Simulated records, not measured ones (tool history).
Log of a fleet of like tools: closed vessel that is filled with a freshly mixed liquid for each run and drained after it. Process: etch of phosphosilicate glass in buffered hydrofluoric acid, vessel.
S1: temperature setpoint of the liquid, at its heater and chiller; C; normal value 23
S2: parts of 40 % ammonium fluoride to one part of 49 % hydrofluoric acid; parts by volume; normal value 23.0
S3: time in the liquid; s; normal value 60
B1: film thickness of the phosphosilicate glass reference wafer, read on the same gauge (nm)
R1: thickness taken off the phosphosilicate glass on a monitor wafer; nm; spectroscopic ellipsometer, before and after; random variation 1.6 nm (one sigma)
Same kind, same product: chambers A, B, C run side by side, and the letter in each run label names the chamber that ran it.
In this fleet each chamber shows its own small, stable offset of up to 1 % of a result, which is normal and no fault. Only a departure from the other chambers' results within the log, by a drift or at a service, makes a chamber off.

Run 1C, hour 2.4: usual settings; B1 79.997. Result: R1 213.23 nm.
Run 2B, hour 5.1: usual settings; B1 79.990. Result: R1 211.14 nm.
Run 3A, hour 8.5: usual settings; B1 79.996. Result: R1 206.98 nm.
Run 4C, hour 12.8: usual settings; B1 80.001. Result: R1 209.79 nm.
Run 5A, hour 15.9: usual settings; B1 79.998. Result: R1 208.61 nm.
Run 6B, hour 18.2: usual settings; B1 79.996. Result: R1 215.12 nm.
Run 7B, hour 21.1: usual settings but S2 27.5 parts by volume; B1 80.020. Result: R1 184.99 nm.
Run 8A, hour 24.1: usual settings but S2 27.5 parts by volume; B1 79.991. Result: R1 185.90 nm.
Run 9C, hour 28.3: usual settings but S2 27.5 parts by volume; B1 79.999. Result: R1 185.63 nm.
Run 10A, hour 31.4: usual settings; B1 80.008. Result: R1 209.81 nm.
Run 11B, hour 33.5: usual settings; B1 80.024. Result: R1 212.05 nm.
Run 12C, hour 37.0: usual settings; B1 79.982. Result: R1 210.94 nm.
Run 13A, hour 41.1: usual settings but S3 90 s; B1 80.000. Result: R1 314.77 nm.
Run 14C, hour 43.5: usual settings but S3 90 s; B1 79.991. Result: R1 313.90 nm.
Run 15B, hour 47.1: usual settings but S3 90 s; B1 80.013. Result: R1 315.62 nm.
Run 16C, hour 50.6: usual settings; B1 79.998. Result: R1 210.58 nm.
Run 17A, hour 54.2: usual settings; B1 79.994. Result: R1 208.97 nm.
Run 18B, hour 57.8: usual settings; B1 79.993. Result: R1 213.40 nm.
Run 19B, hour 59.9: usual settings; B1 80.004. Result: R1 214.28 nm.
Run 20C, hour 62.6: usual settings but S2 14.5 parts by volume; B1 80.000. Result: R1 316.60 nm.
Run 21A, hour 66.6: usual settings but S2 14.5 parts by volume; B1 80.018. Result: R1 319.43 nm.
Run 22A, hour 69.4: usual settings but S2 14.5 parts by volume; B1 79.982. Result: R1 313.13 nm.
Run 23B, hour 72.0: usual settings; B1 79.986. Result: R1 211.77 nm.
Run 24C, hour 75.1: usual settings; B1 80.007. Result: R1 209.18 nm.
Run 25A, hour 77.5: usual settings; B1 79.992. Result: R1 209.26 nm.
Run 26B, hour 80.5: usual settings; B1 80.014. Result: R1 212.29 nm.
Run 27C, hour 84.3: usual settings; B1 80.001. Result: R1 210.30 nm.
At hour 87.5: chamber A: hydrofluoric acid flow meter replaced.
Run 28A, hour 88.1: usual settings; B1 80.002. Result: R1 205.23 nm.
Run 29C, hour 90.0: usual settings; B1 79.995. Result: R1 208.17 nm.
Run 30B, hour 93.2: usual settings; B1 80.000. Result: R1 211.65 nm.
Run 31B, hour 95.2: usual settings; B1 79.993. Result: R1 211.45 nm.
Run 32A, hour 98.6: usual settings but S2 16.0 parts by volume, S3 90 s; B1 79.987. Result: R1 430.10 nm.

Next, every chamber runs the same settings. What will each give?
Run 33A, hour 101.8: usual settings. Result: R1 ?.
Run 33B, hour 101.8: usual settings. Result: R1 ?.
Run 33C, hour 101.8: usual settings. Result: R1 ?.

run      R1
33A  205.71
33B  207.82
33C  208.43
